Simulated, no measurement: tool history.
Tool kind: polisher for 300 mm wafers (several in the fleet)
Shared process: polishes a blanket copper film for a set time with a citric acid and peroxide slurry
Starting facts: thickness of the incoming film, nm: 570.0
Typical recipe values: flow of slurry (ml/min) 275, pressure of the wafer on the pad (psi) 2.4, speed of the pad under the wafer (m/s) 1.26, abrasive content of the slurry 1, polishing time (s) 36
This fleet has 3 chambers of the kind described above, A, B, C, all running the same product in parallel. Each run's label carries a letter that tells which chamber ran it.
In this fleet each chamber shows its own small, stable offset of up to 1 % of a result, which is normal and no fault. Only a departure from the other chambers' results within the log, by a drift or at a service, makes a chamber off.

run,hour,flow of slurry (ml/min),pressure of the wafer on the pad (psi),speed of the pad under the wafer (m/s),abrasive content of the slurry,polishing time (s),film removed (Å)
1B,11.4,275,2.4,1.26,1,36,927.27
2A,19.2,275,2.4,1.26,1,36,919.31
# hour 26.7: chamber A: slurry blender recalibrated
3C,27.9,275,2.4,1.26,1,36,946.85
4A,34.2,275,2.4,1.26,1,36,928.08
# hour 43.9: chamber B: worn pad replaced by a new one
5B,45.9,275,2.4,1.26,1,36,932.38
6C,52,275,2.4,1.26,1,36,934.11
# hour 58.9: chamber C: worn pad replaced by a new one
7B,63.6,275,2.4,1.26,1,36,933.37
8C,73.7,275,2.4,0.92,0.8,36,661.18
9A,86.7,275,2.4,0.92,0.8,36,661.03
# hour 94.3: chamber B: slurry blender recalibrated
10C,99.2,275,2.4,0.92,0.8,36,669.64
# hour 108.8: chamber A: worn pad replaced by a new one
# hour 108.8: chamber C: slurry blender recalibrated
11B,110.8,275,2.4,1.26,1,36,934.59
# hour 114.5: chamber B: worn pad replaced by a new one
12A,116.9,275,2.4,1.26,1,36,927.89
13C,130.2,275,3,1.26,1,36,1173.6
14B,143.1,275,3,1.26,1,36,1165
15A,152.2,275,3,1.26,1,36,1149.8
16A,163.2,275,2.4,1.26,1,36,927.1
# hour 168.6: chamber B: slurry nozzle cleaned
17B,175.5,275,2.4,1.26,1,36,933.62
# hour 175.7: chamber C: worn pad replaced by a new one
# hour 175.8: chamber B: worn pad replaced by a new one
18C,181.8,330,2.4,1.26,1,36,949.9
19C,191.8,330,2.4,1.26,1,36,948.8
20A,202.8,330,2.4,1.26,1,36,934.2
21B,210.1,275,2.4,1.26,1,36,939.08
22B,219.1,275,2.4,1.26,1,36,922.97
23A,228.3,275,1.8,1.26,0.9,36,684.44
# hour 231.8: chamber A: worn pad replaced by a new one
# hour 234.3: chamber A: slurry blender recalibrated
24C,236.1,275,1.8,1.26,0.9,36,686.96
# hour 243.2: chamber B: worn pad replaced by a new one
25A,246.3,275,1.8,1.26,0.9,36,681.27
26C,254.4,275,2.4,1.26,1,36,934
27B,262,275,2.4,1.26,1,36,930.96
28C,268.1,275,2.4,1.26,1,36,950.16
# hour 276.8: chamber C: slurry blender recalibrated
29A,278.8,275,2.4,1.26,1,36,913.01
30B,286.5,275,2.4,1.26,1,36,934.75
# hour 289.9: chamber C: worn pad replaced by a new one
31B,295.2,275,2.4,1.26,1,36,939.01
32C,307,275,2.7,1.26,1,36,1048.4
33A,315,275,2.7,1.26,1,36,1039
34C,322.2,275,2.7,1.26,1,36,1064

All chambers now run identical settings, listed one chamber a line with results as question marks. What results will each chamber show?
35A,332.1,275,2.4,1.26,1,36,?
35B,332.1,275,2.4,1.26,1,36,?
35C,332.1,275,2.4,1.26,1,36,?

run,film removed (Å)
35A,929.19
35B,943.44
35C,934.44
